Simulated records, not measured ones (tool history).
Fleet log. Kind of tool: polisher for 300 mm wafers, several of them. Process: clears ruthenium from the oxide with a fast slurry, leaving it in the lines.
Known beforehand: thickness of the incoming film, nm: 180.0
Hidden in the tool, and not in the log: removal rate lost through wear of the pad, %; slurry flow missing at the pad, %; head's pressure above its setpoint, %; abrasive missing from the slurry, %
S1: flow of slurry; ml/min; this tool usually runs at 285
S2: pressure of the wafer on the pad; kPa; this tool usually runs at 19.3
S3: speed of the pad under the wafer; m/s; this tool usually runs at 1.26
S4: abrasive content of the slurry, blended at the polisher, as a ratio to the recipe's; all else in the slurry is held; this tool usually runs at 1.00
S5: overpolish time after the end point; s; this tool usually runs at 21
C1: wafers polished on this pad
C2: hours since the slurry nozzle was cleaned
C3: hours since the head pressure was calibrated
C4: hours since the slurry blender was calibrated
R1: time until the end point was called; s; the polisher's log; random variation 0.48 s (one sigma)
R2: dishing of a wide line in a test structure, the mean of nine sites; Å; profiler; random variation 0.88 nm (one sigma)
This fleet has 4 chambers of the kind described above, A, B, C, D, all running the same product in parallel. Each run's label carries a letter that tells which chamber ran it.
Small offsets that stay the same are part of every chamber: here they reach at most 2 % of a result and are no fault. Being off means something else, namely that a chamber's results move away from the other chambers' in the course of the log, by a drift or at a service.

run	day	S1	S2	S3	S4	S5	C1	C2	C3	C4	R1	R2
1A	0.317	285	19.3	1.26	1.00	21	764	48.0	79.8	255.0	30.585	588.88
2D	0.562	285	19.3	1.26	1.00	21	1109	261.1	764.0	79.7	30.738	581.50
3B	0.792	285	19.3	1.26	1.00	21	319	98.2	337.4	79.5	31.644	579.65
4C	1.071	285	19.3	1.26	1.00	21	548	259.7	830.5	53.9	31.898	556.48
# day 1.092: chamber C: worn pad replaced by a new one
5A	1.242	285	19.3	1.26	1.00	21	1038	70.2	102.0	277.2	30.808	572.66
6B	1.425	285	19.3	1.26	1.00	21	507	113.4	352.6	94.7	30.462	584.78
# day 1.546: chamber D: worn pad replaced by a new one
7C	1.604	230	19.3	1.26	1.00	13	152	272.5	843.3	66.7	32.239	434.80
# day 1.758: chamber B: worn pad replaced by a new one
# day 1.938: chamber C: head pressure recalibrated
8D	1.958	230	19.3	1.26	1.00	13	123	294.6	797.5	113.2	31.573	446.91
# day 2.112: chamber A: slurry blender recalibrated
9D	2.254	230	19.3	1.26	1.00	13	210	301.7	804.6	120.3	31.482	446.72
# day 2.338: chamber A: worn pad replaced by a new one
10B	2.408	230	19.3	1.26	1.00	13	192	137.0	376.2	118.3	31.326	449.39
11A	2.708	285	19.3	1.26	1.00	21	110	105.4	137.2	14.4	30.853	577.94
12C	2.942	285	19.3	1.26	1.00	21	548	304.6	24.2	98.8	31.038	573.34
13D	3.275	285	19.3	1.26	1.00	21	513	326.2	829.1	144.8	30.213	556.43
# day 3.358: chamber B: head pressure recalibrated
# day 3.462: chamber C: worn pad replaced by a new one
14A	3.579	285	19.3	1.26	1.00	21	368	126.3	158.1	35.3	30.303	573.97
15C	3.775	285	19.3	1.26	1.00	21	93	324.6	44.2	118.8	30.698	560.66
# day 4.104: chamber B: worn pad replaced by a new one
16B	4.117	285	19.3	1.26	1.00	21	3	178.0	18.2	159.3	31.077	570.16
17D	4.433	285	19.3	1.26	1.00	21	856	354.0	856.9	172.6	30.923	577.68
18C	4.592	285	19.3	1.26	1.00	21	334	344.2	63.8	138.4	30.416	556.45
19B	4.808	285	19.3	1.26	1.00	21	208	194.6	34.8	175.9	31.409	579.86
20A	5.054	285	24.1	1.26	1.00	21	805	161.7	193.5	70.7	24.855	648.43
21A	5.262	285	24.1	1.26	1.00	21	866	166.7	198.5	75.7	23.856	640.45
# day 5.433: chamber C: worn pad replaced by a new one
22B	5.488	285	24.1	1.26	1.00	21	409	210.9	51.1	192.2	25.580	644.23
23D	5.829	285	24.1	1.26	1.00	21	1269	387.5	890.4	206.1	23.878	631.06
# day 5.975: chamber B: worn pad replaced by a new one
# day 5.988: chamber A: worn pad replaced by a new one
24C	6.062	285	19.3	1.26	1.00	21	187	379.5	99.1	173.7	31.279	564.07
# day 6.238: chamber D: head pressure recalibrated
25A	6.312	285	19.3	1.26	1.00	21	96	191.9	223.7	100.9	29.997	593.81
# day 6.392: chamber D: worn pad replaced by a new one
# day 6.504: chamber D: slurry nozzle cleaned
26B	6.579	285	19.3	1.26	1.00	21	179	237.1	77.3	218.4	32.066	568.68
27D	6.908	355	19.3	1.48	1.00	21	154	9.8	16.1	232.0	26.443	622.94
28C	7.175	355	19.3	1.48	1.00	21	516	406.2	125.8	200.4	26.187	614.28
29C	7.354	355	19.3	1.48	1.00	21	569	410.5	130.1	204.7	26.561	627.84
# day 7.642: chamber C: worn pad replaced by a new one
30A	7.700	355	19.3	1.48	1.00	21	507	225.2	257.0	134.2	25.795	616.82
# day 7.792: chamber B: slurry nozzle cleaned
31B	7.888	285	19.3	1.26	0.75	21	567	2.3	108.7	249.8	36.147	561.77
32D	8.188	285	19.3	1.26	0.75	21	532	40.5	46.8	262.7	35.892	536.58
# day 8.371: chamber B: worn pad replaced by a new one
33A	8.442	285	19.3	1.26	0.75	21	727	243.0	274.8	152.0	36.003	545.86
34C	8.629	285	19.3	1.26	0.75	21	293	441.1	160.7	235.3	35.377	545.60
35D	8.954	285	19.3	1.26	1.00	21	759	58.9	65.2	281.1	31.239	572.01
36B	9.312	285	19.3	1.26	1.00	21	279	36.5	142.9	284.0	30.145	574.70
37C	9.529	285	19.3	1.26	1.00	21	559	462.7	182.3	256.9	31.849	566.50
# day 9.729: chamber A: worn pad replaced by a new one
38A	9.862	285	19.3	1.26	1.00	21	39	277.1	308.9	186.1	30.616	588.86
39B	10.021	285	19.3	1.26	1.00	21	489	53.5	159.9	301.0	31.228	575.14
40D	10.346	285	19.3	1.26	1.00	21	1172	92.3	98.6	314.5	30.229	556.44

Next, all 4 chambers run the settings below, one line each with question marks for the results. What does each chamber give?
41A	10.608	285	13.8	1.26	1.00	21					?	?
41B	10.608	285	13.8	1.26	1.00	21					?	?
41C	10.608	285	13.8	1.26	1.00	21					?	?
41D	10.608	285	13.8	1.26	1.00	21					?	?

run	R1	R2
41A	42.369	484.59
41B	43.915	485.93
41C	43.445	486.94
41D	42.947	483.82
